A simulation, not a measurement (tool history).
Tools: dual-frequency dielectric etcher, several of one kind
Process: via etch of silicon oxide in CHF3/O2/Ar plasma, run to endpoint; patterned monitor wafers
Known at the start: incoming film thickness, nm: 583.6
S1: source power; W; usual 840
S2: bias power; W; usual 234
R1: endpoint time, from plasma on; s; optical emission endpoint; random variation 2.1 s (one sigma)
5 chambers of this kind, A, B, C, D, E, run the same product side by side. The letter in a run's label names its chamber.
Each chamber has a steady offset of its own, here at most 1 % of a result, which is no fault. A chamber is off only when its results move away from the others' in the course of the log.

run     day   S1   S2      R1
 1A   0.488  840  234  239.44
 2E   0.754  840  234  232.69
 3B   1.092  840  234  236.29
 4C   1.454  840  234  237.31
 5D   1.800  840  234  232.79
      1.858  -- chamber A: wet clean of the chamber
 6B   2.296  840  234  237.29
 7D   2.708  840  207  244.35
 8C   3.075  840  207  249.20
 9E   3.638  840  207  250.78
10A   4.146  840  207  249.47
11C   4.508  840  207  246.12
12B   4.838  840  234  233.72
13A   5.142  840  234  234.23
14E   5.467  840  234  236.80
15D   6.038  840  234  232.41
      6.175  -- chamber C: wet clean of the chamber
16C   6.517  840  234  240.40
17A   7.050  840  234  237.14
18E   7.346  840  234  235.45
19B   7.688  840  234  236.92
20D   8.125  840  234  235.25
21D   8.438  760  234  243.94
22B   8.792  760  234  247.55
23E   9.150  760  234  247.65
24C   9.417  760  234  246.85
25A   9.979  760  234  249.67
26C  10.496  840  234  231.88
     10.825  -- chamber B: wet clean of the chamber
27D  10.917  840  234  235.46
28A  11.467  840  234  241.02
29B  11.896  840  234  236.61
30E  12.200  640  195  276.50
31B  12.533  640  195  273.60
32C  12.871  640  195  280.81
33A  13.300  640  195  283.66
34D  13.604  640  195  279.31
35E  14.150  840  234  236.61

What goes on in this fleet: one chamber off, a drifting gauge, or nothing beyond the chambers' own small offsets? Name the chamber and the cause, if any.

No chamber stands off beyond its own small offset, and the gauge holds steady.
